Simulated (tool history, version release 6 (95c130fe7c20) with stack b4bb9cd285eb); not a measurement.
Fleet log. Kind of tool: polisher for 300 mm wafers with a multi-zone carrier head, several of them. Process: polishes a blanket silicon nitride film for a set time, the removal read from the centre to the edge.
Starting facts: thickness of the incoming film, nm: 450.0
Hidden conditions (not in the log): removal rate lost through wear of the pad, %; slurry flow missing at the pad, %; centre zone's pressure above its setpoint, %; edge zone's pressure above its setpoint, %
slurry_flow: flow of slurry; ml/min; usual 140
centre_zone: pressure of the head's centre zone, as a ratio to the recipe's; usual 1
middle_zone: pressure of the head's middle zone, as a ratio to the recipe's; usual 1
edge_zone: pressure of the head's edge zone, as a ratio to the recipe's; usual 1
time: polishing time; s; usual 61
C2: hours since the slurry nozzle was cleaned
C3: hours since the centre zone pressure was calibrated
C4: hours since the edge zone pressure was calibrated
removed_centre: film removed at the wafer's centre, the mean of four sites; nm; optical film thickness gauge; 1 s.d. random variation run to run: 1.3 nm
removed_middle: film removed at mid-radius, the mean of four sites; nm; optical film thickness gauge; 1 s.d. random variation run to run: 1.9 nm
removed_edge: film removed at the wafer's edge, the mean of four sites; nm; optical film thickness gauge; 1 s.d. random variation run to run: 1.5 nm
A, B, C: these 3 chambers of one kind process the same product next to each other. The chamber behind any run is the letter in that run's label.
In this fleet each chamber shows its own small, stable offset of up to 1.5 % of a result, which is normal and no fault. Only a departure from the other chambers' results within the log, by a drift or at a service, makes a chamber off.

Run 1B, hour 4.3: usual settings; wafers polished on this pad 340; C2 361.5; C3 578.7; C4 84.8. Result: removed_centre 138.35 nm, removed_middle 135.67 nm, removed_edge 137.19 nm.
Run 2A, hour 9.6: usual settings; wafers polished on this pad 364; C2 196.7; C3 856.5; C4 458.3. Result: removed_centre 137.03 nm, removed_middle 140.41 nm, removed_edge 134 nm.
Run 3C, hour 13.2: usual settings; wafers polished on this pad 472; C2 202.4; C3 340.6; C4 1192.9. Result: removed_centre 136.18 nm, removed_middle 137.23 nm, removed_edge 139.17 nm.
Run 4A, hour 18.1: usual settings; wafers polished on this pad 460; C2 205.2; C3 865; C4 466.8. Result: removed_centre 140.28 nm, removed_middle 134.43 nm, removed_edge 137.19 nm.
Run 5B, hour 22.8: usual settings; wafers polished on this pad 550; C2 380; C3 597.2; C4 103.3. Result: removed_centre 138.25 nm, removed_middle 138.56 nm, removed_edge 135.46 nm.
Run 6C, hour 28.2: usual settings; wafers polished on this pad 641; C2 217.4; C3 355.6; C4 1207.9. Result: removed_centre 137.3 nm, removed_middle 136.24 nm, removed_edge 137.26 nm.
Run 7B, hour 33.2: usual settings; wafers polished on this pad 667; C2 390.4; C3 607.6; C4 113.7. Result: removed_centre 138.88 nm, removed_middle 138.49 nm, removed_edge 134.55 nm.
Run 8C, hour 38: usual settings; wafers polished on this pad 752; C2 227.2; C3 365.4; C4 1217.7. Result: removed_centre 137.7 nm, removed_middle 135.83 nm, removed_edge 135.63 nm.
At hour 40: chamber C: worn pad replaced by a new one.
Run 9A, hour 43.3: usual settings; wafers polished on this pad 745; C2 230.4; C3 890.2; C4 492. Result: removed_centre 136.36 nm, removed_middle 139.53 nm, removed_edge 138.93 nm.
At hour 45.5: chamber B: worn pad replaced by a new one.
Run 10A, hour 46.3: usual settings but slurry_flow 110 ml/min; wafers polished on this pad 779; C2 233.4; C3 893.2; C4 495. Result: removed_centre 128.91 nm, removed_middle 134.52 nm, removed_edge 131.27 nm.
Run 11C, hour 51.8: usual settings but slurry_flow 110 ml/min; wafers polished on this pad 134; C2 241; C3 379.2; C4 1231.5. Result: removed_centre 127.61 nm, removed_middle 126 nm, removed_edge 132.19 nm.
Run 12B, hour 54.8: usual settings but slurry_flow 110 ml/min; wafers polished on this pad 106; C2 412; C3 629.2; C4 135.3. Result: removed_centre 129.25 nm, removed_middle 131.47 nm, removed_edge 129.64 nm.
Run 13A, hour 59.3: usual settings but slurry_flow 190 ml/min; wafers polished on this pad 926; C2 246.4; C3 906.2; C4 508. Result: removed_centre 146.13 nm, removed_middle 145.08 nm, removed_edge 140.86 nm.
At hour 60.9: chamber A: worn pad replaced by a new one.
Run 14C, hour 64.5: usual settings but slurry_flow 190 ml/min; wafers polished on this pad 278; C2 253.7; C3 391.9; C4 1244.2. Result: removed_centre 149.46 nm, removed_middle 145.09 nm, removed_edge 141.22 nm.
Run 15B, hour 68: usual settings but slurry_flow 190 ml/min; wafers polished on this pad 255; C2 425.2; C3 642.4; C4 148.5. Result: removed_centre 143.49 nm, removed_middle 144.79 nm, removed_edge 142.11 nm.
Run 16A, hour 74.3: usual settings but edge_zone 1.1, time 78 s; wafers polished on this pad 151; C2 261.4; C3 921.2; C4 523. Result: removed_centre 175.13 nm, removed_middle 174.27 nm, removed_edge 184.97 nm.
Run 17B, hour 80.1: usual settings but edge_zone 1.1, time 78 s; wafers polished on this pad 392; C2 437.3; C3 654.5; C4 160.6. Result: removed_centre 175.51 nm, removed_middle 177.4 nm, removed_edge 185.42 nm.
At hour 82.4: chamber A: edge zone pressure recalibrated.
Run 18C, hour 82.9: usual settings but edge_zone 1.1, time 78 s; wafers polished on this pad 486; C2 272.1; C3 410.3; C4 1262.6. Result: removed_centre 175.18 nm, removed_middle 179.35 nm, removed_edge 185.62 nm.
Run 19C, hour 87.3: usual settings; wafers polished on this pad 536; C2 276.5; C3 414.7; C4 1267. Result: removed_centre 136.54 nm, removed_middle 137.61 nm, removed_edge 137.47 nm.
Run 20A, hour 93.4: usual settings; wafers polished on this pad 368; C2 280.5; C3 940.3; C4 11. Result: removed_centre 136.43 nm, removed_middle 137.37 nm, removed_edge 136.92 nm.
Run 21B, hour 98.5: usual settings; wafers polished on this pad 600; C2 455.7; C3 672.9; C4 179. Result: removed_centre 136.89 nm, removed_middle 141.05 nm, removed_edge 135.41 nm.
Run 22B, hour 104.1: usual settings; wafers polished on this pad 664; C2 461.3; C3 678.5; C4 184.6. Result: removed_centre 138.15 nm, removed_middle 138.82 nm, removed_edge 133.55 nm.
At hour 105.4: chamber C: worn pad replaced by a new one.
Run 23A, hour 107.2: usual settings; wafers polished on this pad 524; C2 294.3; C3 954.1; C4 24.8. Result: removed_centre 136.3 nm, removed_middle 134.02 nm, removed_edge 134.8 nm.
At hour 109.3: chamber C: edge zone pressure recalibrated.
Run 24C, hour 111.4: usual settings; wafers polished on this pad 68; C2 300.6; C3 438.8; C4 2.1. Result: removed_centre 135.18 nm, removed_middle 139.51 nm, removed_edge 138.87 nm.
Run 25B, hour 117.4: usual settings; wafers polished on this pad 814; C2 474.6; C3 691.8; C4 197.9. Result: removed_centre 138.28 nm, removed_middle 138.52 nm, removed_edge 134.07 nm.
At hour 122.1: chamber B: worn pad replaced by a new one.
Run 26C, hour 123.3: usual settings; wafers polished on this pad 202; C2 312.5; C3 450.7; C4 14. Result: removed_centre 138.17 nm, removed_middle 138.84 nm, removed_edge 139.6 nm.
Run 27A, hour 126.6: usual settings; wafers polished on this pad 744; C2 313.7; C3 973.5; C4 44.2. Result: removed_centre 139.07 nm, removed_middle 138.68 nm, removed_edge 139.44 nm.
Run 28C, hour 131.6: usual settings; wafers polished on this pad 296; C2 320.8; C3 459; C4 22.3. Result: removed_centre 136.63 nm, removed_middle 137.7 nm, removed_edge 139.24 nm.
At hour 134.9: chamber A: worn pad replaced by a new one.
Run 29B, hour 136.4: usual settings; wafers polished on this pad 162; C2 493.6; C3 710.8; C4 216.9. Result: removed_centre 139 nm, removed_middle 138.02 nm, removed_edge 135.33 nm.
Run 30A, hour 143: usual settings but middle_zone 1.1, edge_zone 1.07; wafers polished on this pad 91; C2 330.1; C3 989.9; C4 60.6. Result: removed_centre 136.83 nm, removed_middle 150.14 nm, removed_edge 140.82 nm.
Run 31C, hour 148.2: usual settings but middle_zone 1.1, edge_zone 1.07; wafers polished on this pad 484; C2 337.4; C3 475.6; C4 38.9. Result: removed_centre 138.21 nm, removed_middle 148.44 nm, removed_edge 143.13 nm.
Run 32B, hour 154.1: usual settings but middle_zone 1.1, edge_zone 1.07; wafers polished on this pad 362; C2 511.3; C3 728.5; C4 234.6. Result: removed_centre 137.65 nm, removed_middle 152.77 nm, removed_edge 140.1 nm.
Run 33A, hour 160.2: usual settings; wafers polished on this pad 286; C2 347.3; C3 1007.1; C4 77.8. Result: removed_centre 139.38 nm, removed_middle 137.45 nm, removed_edge 133.51 nm.
Run 34A, hour 166.6: usual settings; wafers polished on this pad 359; C2 353.7; C3 1013.5; C4 84.2. Result: removed_centre 135.71 nm, removed_middle 137.91 nm, removed_edge 134.56 nm.
Run 35B, hour 169.6: usual settings; wafers polished on this pad 538; C2 526.8; C3 744; C4 250.1. Result: removed_centre 137.09 nm, removed_middle 137.05 nm, removed_edge 135.79 nm.
At hour 171.6: chamber C: worn pad replaced by a new one.
Run 36C, hour 173.5: usual settings; wafers polished on this pad 21; C2 362.7; C3 500.9; C4 64.2. Result: removed_centre 134.84 nm, removed_middle 138.02 nm, removed_edge 138.06 nm.
Run 37C, hour 176.7: usual settings; wafers polished on this pad 57; C2 365.9; C3 504.1; C4 67.4. Result: removed_centre 135.78 nm, removed_middle 137.48 nm, removed_edge 139.89 nm.
Run 38A, hour 182.8: usual settings; wafers polished on this pad 542; C2 369.9; C3 1029.7; C4 100.4. Result: removed_centre 138.18 nm, removed_middle 141.04 nm, removed_edge 135.25 nm.
Run 39B, hour 189: usual settings but slurry_flow 180 ml/min, middle_zone 0.94; wafers polished on this pad 757; C2 546.2; C3 763.4; C4 269.5. Result: removed_centre 144.46 nm, removed_middle 137.81 nm, removed_edge 139.99 nm.

The same settings go to every chamber for the next run, one line per chamber below. Forecast the results for each:
Run 40A, hour 193.8: usual settings. Result: removed_centre ?, removed_middle ?, removed_edge ?.
Run 40B, hour 193.8: usual settings. Result: removed_centre ?, removed_middle ?, removed_edge ?.
Run 40C, hour 193.8: usual settings. Result: removed_centre ?, removed_middle ?, removed_edge ?.

run  removed_centre  removed_middle  removed_edge
40A          136.04          135.48        134.15
40B          136.29          141.64        138.15
40C          137.16          139.44        136.92
